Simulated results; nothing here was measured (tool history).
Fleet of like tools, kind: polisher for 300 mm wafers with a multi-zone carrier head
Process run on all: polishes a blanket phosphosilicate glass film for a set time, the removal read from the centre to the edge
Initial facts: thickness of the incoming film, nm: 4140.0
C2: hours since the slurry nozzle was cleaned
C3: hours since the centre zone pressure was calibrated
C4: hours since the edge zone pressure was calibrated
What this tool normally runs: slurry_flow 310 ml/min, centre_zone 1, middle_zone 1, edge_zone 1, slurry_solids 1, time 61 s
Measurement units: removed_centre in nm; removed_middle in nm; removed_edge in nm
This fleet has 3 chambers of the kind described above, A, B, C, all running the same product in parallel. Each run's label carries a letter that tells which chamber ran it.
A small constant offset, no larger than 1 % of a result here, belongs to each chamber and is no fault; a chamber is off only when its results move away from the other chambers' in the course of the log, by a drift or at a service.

{"hour": 3.7, "done": "chamber B: slurry nozzle cleaned"}
{"run": "1B", "hour": 10.1, "slurry_flow": 310, "centre_zone": 1, "middle_zone": 1, "edge_zone": 1, "slurry_solids": 1, "time": 61, "wafers polished on this pad": 679, "C2": 6.5, "C3": 992.8, "C4": 147, "removed_centre": 509.8, "removed_middle": 512.18, "removed_edge": 527.93}
{"hour": 13.7, "done": "chamber B: worn pad replaced by a new one"}
{"run": "2A", "hour": 16.6, "slurry_flow": 310, "centre_zone": 1, "middle_zone": 1, "edge_zone": 1, "slurry_solids": 1, "time": 61, "wafers polished on this pad": 364, "C2": 180.7, "C3": 884.5, "C4": 797.6, "removed_centre": 507.94, "removed_middle": 517, "removed_edge": 512.56}
{"run": "3C", "hour": 21.9, "slurry_flow": 310, "centre_zone": 1, "middle_zone": 1, "edge_zone": 1, "slurry_solids": 1, "time": 61, "wafers polished on this pad": 782, "C2": 183.6, "C3": 265.6, "C4": 370.4, "removed_centre": 510.44, "removed_middle": 517.13, "removed_edge": 517.31}
{"run": "4C", "hour": 31.6, "slurry_flow": 310, "centre_zone": 1, "middle_zone": 1, "edge_zone": 1, "slurry_solids": 1, "time": 61, "wafers polished on this pad": 900, "C2": 193.3, "C3": 275.3, "C4": 380.1, "removed_centre": 510.22, "removed_middle": 514.28, "removed_edge": 517.2}
{"run": "5B", "hour": 37.7, "slurry_flow": 310, "centre_zone": 1, "middle_zone": 1, "edge_zone": 1, "slurry_solids": 1, "time": 49, "wafers polished on this pad": 293, "C2": 34.1, "C3": 1020.4, "C4": 174.6, "removed_centre": 410.8, "removed_middle": 409.21, "removed_edge": 407.7}
{"run": "6A", "hour": 44.0, "slurry_flow": 310, "centre_zone": 1, "middle_zone": 1, "edge_zone": 1, "slurry_solids": 1, "time": 49, "wafers polished on this pad": 698, "C2": 208.1, "C3": 911.9, "C4": 825, "removed_centre": 410.37, "removed_middle": 414.16, "removed_edge": 410.9}
{"hour": 44.1, "done": "chamber A: worn pad replaced by a new one"}
{"run": "7A", "hour": 52.5, "slurry_flow": 310, "centre_zone": 1, "middle_zone": 1, "edge_zone": 1, "slurry_solids": 1, "time": 49, "wafers polished on this pad": 102, "C2": 216.6, "C3": 920.4, "C4": 833.5, "removed_centre": 404.37, "removed_middle": 419.02, "removed_edge": 411.1}
{"run": "8C", "hour": 57.5, "slurry_flow": 310, "centre_zone": 1, "middle_zone": 1, "edge_zone": 1, "slurry_solids": 1, "time": 61, "wafers polished on this pad": 1216, "C2": 219.2, "C3": 301.2, "C4": 406, "removed_centre": 512.78, "removed_middle": 510.49, "removed_edge": 523.45}
{"run": "9B", "hour": 62.5, "slurry_flow": 310, "centre_zone": 1, "middle_zone": 1, "edge_zone": 1, "slurry_solids": 1, "time": 61, "wafers polished on this pad": 595, "C2": 58.9, "C3": 1045.2, "C4": 199.4, "removed_centre": 509.66, "removed_middle": 508.16, "removed_edge": 520.39}
{"hour": 65.3, "done": "chamber C: worn pad replaced by a new one"}
{"run": "10C", "hour": 69.7, "slurry_flow": 310, "centre_zone": 1, "middle_zone": 1, "edge_zone": 1, "slurry_solids": 1, "time": 61, "wafers polished on this pad": 53, "C2": 231.4, "C3": 313.4, "C4": 418.2, "removed_centre": 513.3, "removed_middle": 514.21, "removed_edge": 517.81}
{"hour": 74.1, "done": "chamber B: worn pad replaced by a new one"}
{"run": "11B", "hour": 75.5, "slurry_flow": 310, "centre_zone": 1, "middle_zone": 1, "edge_zone": 1, "slurry_solids": 1, "time": 61, "wafers polished on this pad": 17, "C2": 71.9, "C3": 1058.2, "C4": 212.4, "removed_centre": 511.63, "removed_middle": 508.86, "removed_edge": 514.12}
{"run": "12A", "hour": 83.0, "slurry_flow": 310, "centre_zone": 1, "middle_zone": 1, "edge_zone": 1, "slurry_solids": 1, "time": 61, "wafers polished on this pad": 474, "C2": 247.1, "C3": 950.9, "C4": 864, "removed_centre": 505.72, "removed_middle": 510.33, "removed_edge": 504.55}
{"run": "13C", "hour": 88.0, "slurry_flow": 310, "centre_zone": 1, "middle_zone": 1, "edge_zone": 1, "slurry_solids": 1, "time": 61, "wafers polished on this pad": 276, "C2": 249.7, "C3": 331.7, "C4": 436.5, "removed_centre": 519.56, "removed_middle": 514.35, "removed_edge": 519.57}
{"hour": 96.4, "done": "chamber A: centre zone pressure recalibrated"}
{"run": "14B", "hour": 97.3, "slurry_flow": 310, "centre_zone": 1, "middle_zone": 1, "edge_zone": 1, "slurry_solids": 1, "time": 61, "wafers polished on this pad": 283, "C2": 93.7, "C3": 1080, "C4": 234.2, "removed_centre": 516.13, "removed_middle": 508.4, "removed_edge": 521.83}
{"run": "15A", "hour": 104.5, "slurry_flow": 310, "centre_zone": 1, "middle_zone": 1, "edge_zone": 1, "slurry_solids": 1, "time": 61, "wafers polished on this pad": 736, "C2": 268.6, "C3": 8.1, "C4": 885.5, "removed_centre": 511.5, "removed_middle": 518.07, "removed_edge": 500.28}
{"hour": 111.1, "done": "chamber A: worn pad replaced by a new one"}
{"run": "16B", "hour": 111.5, "slurry_flow": 310, "centre_zone": 1, "middle_zone": 1, "edge_zone": 1, "slurry_solids": 1, "time": 61, "wafers polished on this pad": 456, "C2": 107.9, "C3": 1094.2, "C4": 248.4, "removed_centre": 512.33, "removed_middle": 512.38, "removed_edge": 525}
{"run": "17C", "hour": 120.1, "slurry_flow": 310, "centre_zone": 1, "middle_zone": 1, "edge_zone": 1, "slurry_solids": 1, "time": 61, "wafers polished on this pad": 667, "C2": 281.8, "C3": 363.8, "C4": 468.6, "removed_centre": 511.66, "removed_middle": 511.49, "removed_edge": 505.78}
{"run": "18A", "hour": 126.8, "slurry_flow": 310, "centre_zone": 1, "middle_zone": 1, "edge_zone": 1, "slurry_solids": 1, "time": 61, "wafers polished on this pad": 191, "C2": 290.9, "C3": 30.4, "C4": 907.8, "removed_centre": 507.77, "removed_middle": 520.16, "removed_edge": 516.24}
{"run": "19B", "hour": 134.4, "slurry_flow": 310, "centre_zone": 1, "middle_zone": 1, "edge_zone": 1, "slurry_solids": 1, "time": 61, "wafers polished on this pad": 735, "C2": 130.8, "C3": 1117.1, "C4": 271.3, "removed_centre": 510.97, "removed_middle": 508.56, "removed_edge": 511.38}
{"run": "20C", "hour": 142.0, "slurry_flow": 405, "centre_zone": 1, "middle_zone": 1.08, "edge_zone": 1, "slurry_solids": 1, "time": 61, "wafers polished on this pad": 934, "C2": 303.7, "C3": 385.7, "C4": 490.5, "removed_centre": 528.71, "removed_middle": 566.01, "removed_edge": 520.89}
{"hour": 145.2, "done": "chamber B: worn pad replaced by a new one"}
{"run": "21A", "hour": 146.4, "slurry_flow": 405, "centre_zone": 1, "middle_zone": 1.08, "edge_zone": 1, "slurry_solids": 1, "time": 61, "wafers polished on this pad": 430, "C2": 310.5, "C3": 50, "C4": 927.4, "removed_centre": 523.14, "removed_middle": 568.72, "removed_edge": 523.32}
{"hour": 153.3, "done": "chamber C: worn pad replaced by a new one"}
{"run": "22A", "hour": 156.0, "slurry_flow": 405, "centre_zone": 1, "middle_zone": 1.08, "edge_zone": 1, "slurry_solids": 1, "time": 61, "wafers polished on this pad": 546, "C2": 320.1, "C3": 59.6, "C4": 937, "removed_centre": 520.55, "removed_middle": 564.19, "removed_edge": 528.72}
{"run": "23C", "hour": 164.4, "slurry_flow": 310, "centre_zone": 1, "middle_zone": 1, "edge_zone": 1, "slurry_solids": 1, "time": 61, "wafers polished on this pad": 135, "C2": 326.1, "C3": 408.1, "C4": 512.9, "removed_centre": 513.35, "removed_middle": 511.19, "removed_edge": 513.28}
{"run": "24B", "hour": 173.6, "slurry_flow": 310, "centre_zone": 1, "middle_zone": 1, "edge_zone": 1, "slurry_solids": 1, "time": 61, "wafers polished on this pad": 346, "C2": 170, "C3": 1156.3, "C4": 310.5, "removed_centre": 512.97, "removed_middle": 511.93, "removed_edge": 528.55}
{"hour": 174.9, "done": "chamber A: worn pad replaced by a new one"}
{"hour": 180.8, "done": "chamber A: edge zone pressure recalibrated"}
{"run": "25A", "hour": 181.8, "slurry_flow": 310, "centre_zone": 1, "middle_zone": 1, "edge_zone": 1, "slurry_solids": 1, "time": 61, "wafers polished on this pad": 84, "C2": 345.9, "C3": 85.4, "C4": 1, "removed_centre": 507.48, "removed_middle": 512.84, "removed_edge": 507.42}
{"run": "26C", "hour": 191.2, "slurry_flow": 310, "centre_zone": 1, "middle_zone": 1, "edge_zone": 1, "slurry_solids": 1, "time": 61, "wafers polished on this pad": 462, "C2": 352.9, "C3": 434.9, "C4": 539.7, "removed_centre": 511.57, "removed_middle": 512.66, "removed_edge": 520.91}
{"run": "27B", "hour": 200.3, "slurry_flow": 310, "centre_zone": 1, "middle_zone": 1, "edge_zone": 1, "slurry_solids": 1, "time": 61, "wafers polished on this pad": 672, "C2": 196.7, "C3": 1183, "C4": 337.2, "removed_centre": 515.69, "removed_middle": 506.71, "removed_edge": 522.43}
{"hour": 205.6, "done": "chamber B: worn pad replaced by a new one"}
{"run": "28C", "hour": 206.5, "slurry_flow": 310, "centre_zone": 1, "middle_zone": 1, "edge_zone": 1, "slurry_solids": 1, "time": 61, "wafers polished on this pad": 648, "C2": 368.2, "C3": 450.2, "C4": 555, "removed_centre": 519.94, "removed_middle": 514.54, "removed_edge": 526.2}
{"run": "29A", "hour": 216.5, "slurry_flow": 310, "centre_zone": 1, "middle_zone": 1, "edge_zone": 1, "slurry_solids": 1, "time": 61, "wafers polished on this pad": 506, "C2": 380.6, "C3": 120.1, "C4": 35.7, "removed_centre": 505.82, "removed_middle": 515.84, "removed_edge": 512.46}
{"run": "30B", "hour": 220.9, "slurry_flow": 310, "centre_zone": 1, "middle_zone": 1, "edge_zone": 1, "slurry_solids": 1, "time": 61, "wafers polished on this pad": 186, "C2": 217.3, "C3": 1203.6, "C4": 357.8, "removed_centre": 513.39, "removed_middle": 509.72, "removed_edge": 528.8}
{"run": "31C", "hour": 230.9, "slurry_flow": 310, "centre_zone": 1, "middle_zone": 1, "edge_zone": 1, "slurry_solids": 1, "time": 61, "wafers polished on this pad": 945, "C2": 392.6, "C3": 474.6, "C4": 579.4, "removed_centre": 511.89, "removed_middle": 508.83, "removed_edge": 522.2}
{"hour": 236.1, "done": "chamber A: slurry nozzle cleaned"}
{"run": "32A", "hour": 237.3, "slurry_flow": 310, "centre_zone": 1, "middle_zone": 1, "edge_zone": 1, "slurry_solids": 1, "time": 61, "wafers polished on this pad": 760, "C2": 1.3, "C3": 140.9, "C4": 56.5, "removed_centre": 509.26, "removed_middle": 513.29, "removed_edge": 516.78}
{"hour": 241.6, "done": "chamber A: worn pad replaced by a new one"}
{"run": "33B", "hour": 244.6, "slurry_flow": 310, "centre_zone": 1, "middle_zone": 1, "edge_zone": 1, "slurry_solids": 1, "time": 61, "wafers polished on this pad": 475, "C2": 241, "C3": 1227.3, "C4": 381.5, "removed_centre": 513.37, "removed_middle": 513.34, "removed_edge": 519.91}
{"run": "34C", "hour": 252.4, "slurry_flow": 310, "centre_zone": 1, "middle_zone": 1, "edge_zone": 1, "slurry_solids": 1, "time": 61, "wafers polished on this pad": 1207, "C2": 414.1, "C3": 496.1, "C4": 600.9, "removed_centre": 515.17, "removed_middle": 511.49, "removed_edge": 522.4}
{"run": "35A", "hour": 261.4, "slurry_flow": 310, "centre_zone": 1, "middle_zone": 1, "edge_zone": 1, "slurry_solids": 1, "time": 61, "wafers polished on this pad": 241, "C2": 25.4, "C3": 165, "C4": 80.6, "removed_centre": 513.12, "removed_middle": 513.66, "removed_edge": 515.35}
{"hour": 265.7, "done": "chamber C: worn pad replaced by a new one"}
{"run": "36B", "hour": 269.0, "slurry_flow": 310, "centre_zone": 1, "middle_zone": 1, "edge_zone": 1, "slurry_solids": 1, "time": 61, "wafers polished on this pad": 772, "C2": 265.4, "C3": 1251.7, "C4": 405.9, "removed_centre": 514.5, "removed_middle": 514.07, "removed_edge": 506.9}
{"run": "37A", "hour": 277.4, "slurry_flow": 310, "centre_zone": 1, "middle_zone": 1, "edge_zone": 1, "slurry_solids": 1, "time": 61, "wafers polished on this pad": 436, "C2": 41.4, "C3": 181, "C4": 96.6, "removed_centre": 514.35, "removed_middle": 517.57, "removed_edge": 512.77}
{"hour": 281.9, "done": "chamber B: worn pad replaced by a new one"}
{"run": "38C", "hour": 286.3, "slurry_flow": 310, "centre_zone": 1, "middle_zone": 1, "edge_zone": 1, "slurry_solids": 1, "time": 61, "wafers polished on this pad": 251, "C2": 448, "C3": 530, "C4": 634.8, "removed_centre": 514.14, "removed_middle": 505.75, "removed_edge": 523.28}
{"hour": 292.3, "done": "chamber C: slurry nozzle cleaned"}
{"run": "39B", "hour": 295.1, "slurry_flow": 310, "centre_zone": 1, "middle_zone": 1, "edge_zone": 1, "slurry_solids": 1, "time": 61, "wafers polished on this pad": 161, "C2": 291.5, "C3": 1277.8, "C4": 432, "removed_centre": 513.99, "removed_middle": 505.83, "removed_edge": 513.84}
{"run": "40B", "hour": 305.0, "slurry_flow": 310, "centre_zone": 1, "middle_zone": 1, "edge_zone": 1, "slurry_solids": 1, "time": 61, "wafers polished on this pad": 281, "C2": 301.4, "C3": 1287.7, "C4": 441.9, "removed_centre": 515.08, "removed_middle": 508.3, "removed_edge": 502.78}
{"hour": 307.0, "done": "chamber A: worn pad replaced by a new one"}
{"run": "41C", "hour": 314.6, "slurry_flow": 310, "centre_zone": 1, "middle_zone": 1, "edge_zone": 1, "slurry_solids": 1, "time": 61, "wafers polished on this pad": 595, "C2": 22.4, "C3": 558.3, "C4": 663.1, "removed_centre": 514.44, "removed_middle": 510.91, "removed_edge": 525.32}
{"run": "42A", "hour": 323.6, "slurry_flow": 310, "centre_zone": 0.91, "middle_zone": 1, "edge_zone": 1, "slurry_solids": 0.8, "time": 61, "wafers polished on this pad": 202, "C2": 87.6, "C3": 227.2, "C4": 142.8, "removed_centre": 416.12, "removed_middle": 462.22, "removed_edge": 457.85}

All chambers now run identical settings, listed one chamber a line with results as question marks. What results will each chamber show?
{"run": "43A", "hour": 330.8, "slurry_flow": 310, "centre_zone": 0.89, "middle_zone": 1, "edge_zone": 1, "slurry_solids": 1, "time": 61, "removed_centre": "?", "removed_middle": "?", "removed_edge": "?"}
{"run": "43B", "hour": 330.8, "slurry_flow": 310, "centre_zone": 0.89, "middle_zone": 1, "edge_zone": 1, "slurry_solids": 1, "time": 61, "removed_centre": "?", "removed_middle": "?", "removed_edge": "?"}
{"run": "43C", "hour": 330.8, "slurry_flow": 310, "centre_zone": 0.89, "middle_zone": 1, "edge_zone": 1, "slurry_solids": 1, "time": 61, "removed_centre": "?", "removed_middle": "?", "removed_edge": "?"}

run=43A removed_centre=447.92 removed_middle=521.3 removed_edge=512.62
run=43B removed_centre=450.54 removed_middle=506.19 removed_edge=503.55
run=43C removed_centre=447.78 removed_middle=518.98 removed_edge=523.83
